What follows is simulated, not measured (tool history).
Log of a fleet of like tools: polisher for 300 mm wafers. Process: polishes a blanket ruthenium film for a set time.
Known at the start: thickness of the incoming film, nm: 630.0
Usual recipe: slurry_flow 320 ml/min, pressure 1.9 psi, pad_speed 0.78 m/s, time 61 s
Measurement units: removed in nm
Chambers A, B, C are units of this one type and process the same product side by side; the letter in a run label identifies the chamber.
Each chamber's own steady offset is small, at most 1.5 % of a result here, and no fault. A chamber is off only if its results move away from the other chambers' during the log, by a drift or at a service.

run   hour  slurry_flow  pressure  pad_speed  time  wafers polished on this pad  hours since the slurry nozzle was cleaned  hours since the head pressure was calibrated  removed
 1C    6.8          320       1.9       0.78    61                          654                                      206.3                                        1435.5   45.036
      12.4  -- chamber B: worn pad replaced by a new one
 2A   16.8          320       1.9       0.78    61                          575                                      343.8                                        1035.7   44.862
 3B   24.6          320       1.9       0.78    61                          130                                      242.3                                         158.4   45.273
      34.0  -- chamber B: slurry nozzle cleaned
 4B   34.4          320       1.9       0.78    61                          234                                        0.4                                         168.2   44.895
      40.2  -- chamber C: worn pad replaced by a new one
 5C   42.3          320       1.9       0.78    61                           22                                      241.8                                        1471.0   45.759
 6A   48.2          320       1.9       0.78    61                          910                                      375.2                                        1067.1   44.572
      49.1  -- chamber A: worn pad replaced by a new one
 7A   59.6          320       1.9       0.78    48                          112                                      386.6                                        1078.5   35.119
 8B   71.0          320       1.9       0.78    48                          625                                       37.0                                         204.8   35.105
 9C   77.6          320       1.9       0.78    48                          398                                      277.1                                        1506.3   35.678
10B   83.8          320       1.9       0.78    61                          761                                       49.8                                         217.6   44.151
      88.3  -- chamber C: head pressure recalibrated
11A   92.6          320       1.9       0.78    61                          464                                      419.6                                        1111.5   44.955
12C  103.8          320       1.9       0.78    61                          678                                      303.3                                          15.6   45.129
13A  111.7          320       1.9       0.78    61                          668                                      438.7                                        1130.6   44.357
     112.9  -- chamber A: head pressure recalibrated
     119.9  -- chamber C: worn pad replaced by a new one
14C  122.5          410       2.2       0.78    61                           27                                      322.0                                          34.3   53.167
     122.6  -- chamber B: worn pad replaced by a new one
15B  129.0          410       2.2       0.78    61                           68                                       95.0                                         262.8   52.453
16A  139.5          410       2.2       0.78    61                          964                                      466.5                                          26.7   47.861
17C  149.2          320       1.9       0.78    61                          312                                      348.7                                          61.0   45.715
     151.7  -- chamber A: worn pad replaced by a new one
18B  158.8          320       1.9       0.78    61                          386                                      124.8                                         292.6   44.918
19C  166.6          320       1.9       0.78    61                          498                                      366.1                                          78.4   44.951
20B  178.0          320       1.9       0.78    61                          590                                      144.0                                         311.8   44.952
21A  189.2          320       1.9       0.78    61                          400                                      516.2                                          76.4   40.413
     197.5  -- chamber C: worn pad replaced by a new one
22A  200.1          320       1.9       0.78    61                          517                                      527.1                                          87.3   39.946
23C  206.4          320       1.9       0.78    61                           95                                      405.9                                         118.2   45.827
24B  214.8          320       1.9       0.78    61                          983                                      180.8                                         348.6   44.232
     225.2  -- chamber B: worn pad replaced by a new one
25B  225.7          320       1.9       0.78    61                            6                                      191.7                                         359.5   44.687
26C  235.8          320       1.9       0.78    61                          408                                      435.3                                         147.6   44.828
     241.2  -- chamber B: slurry nozzle cleaned
27A  242.9          320       1.9       0.78    61                          973                                      569.9                                         130.1   39.769
     252.4  -- chamber A: worn pad replaced by a new one
28B  253.5          320       1.9       0.78    61                          302                                       12.3                                         387.3   45.619
29C  261.5          320       1.9       0.78    61                          682                                      461.0                                         173.3   44.833
30A  271.0          320       1.9       0.78    61                          198                                      598.0                                         158.2   39.775
31C  279.4          320       1.9       0.78    61                          873                                      478.9                                         191.2   44.925
32A  288.9          320       1.9       0.78    61                          389                                      615.9                                         176.1   40.372
     293.7  -- chamber C: worn pad replaced by a new one
33B  300.2          320       1.9       0.78    61                          800                                       59.0                                         434.0   44.883
34C  311.1          320       1.9       0.78    61                          185                                      510.6                                         222.9   45.829
35A  319.3          320       1.9       0.78    61                          714                                      646.3                                         206.5   40.338
36B  326.3          320       1.9       0.78    61                         1079                                       85.1                                         460.1   44.170
     330.8  -- chamber B: worn pad replaced by a new one
37A  334.2          320       1.9       0.78    61                          872                                      661.2                                         221.4   40.550
     340.6  -- chamber A: worn pad replaced by a new one
38C  344.0          320       1.9       0.78    61                          536                                      543.5                                         255.8   46.014
39B  354.9          320       1.9       0.78    61                          257                                      113.7                                         488.7   44.414
40A  361.3          320       1.9       0.78    61                          221                                      688.3                                         248.5   41.033
41C  367.4          320       1.9       0.78    61                          786                                      566.9                                         279.2   44.943

The same settings go to every chamber for the next run, one line per chamber below. Forecast the results for each:
42A  375.7          320       1.9       0.78    61                                                                                                                              ?
42B  375.7          320       1.9       0.78    61                                                                                                                              ?
42C  375.7          320       1.9       0.78    61                                                                                                                              ?

run  removed
42A   40.748
42B   44.760
42C   44.777
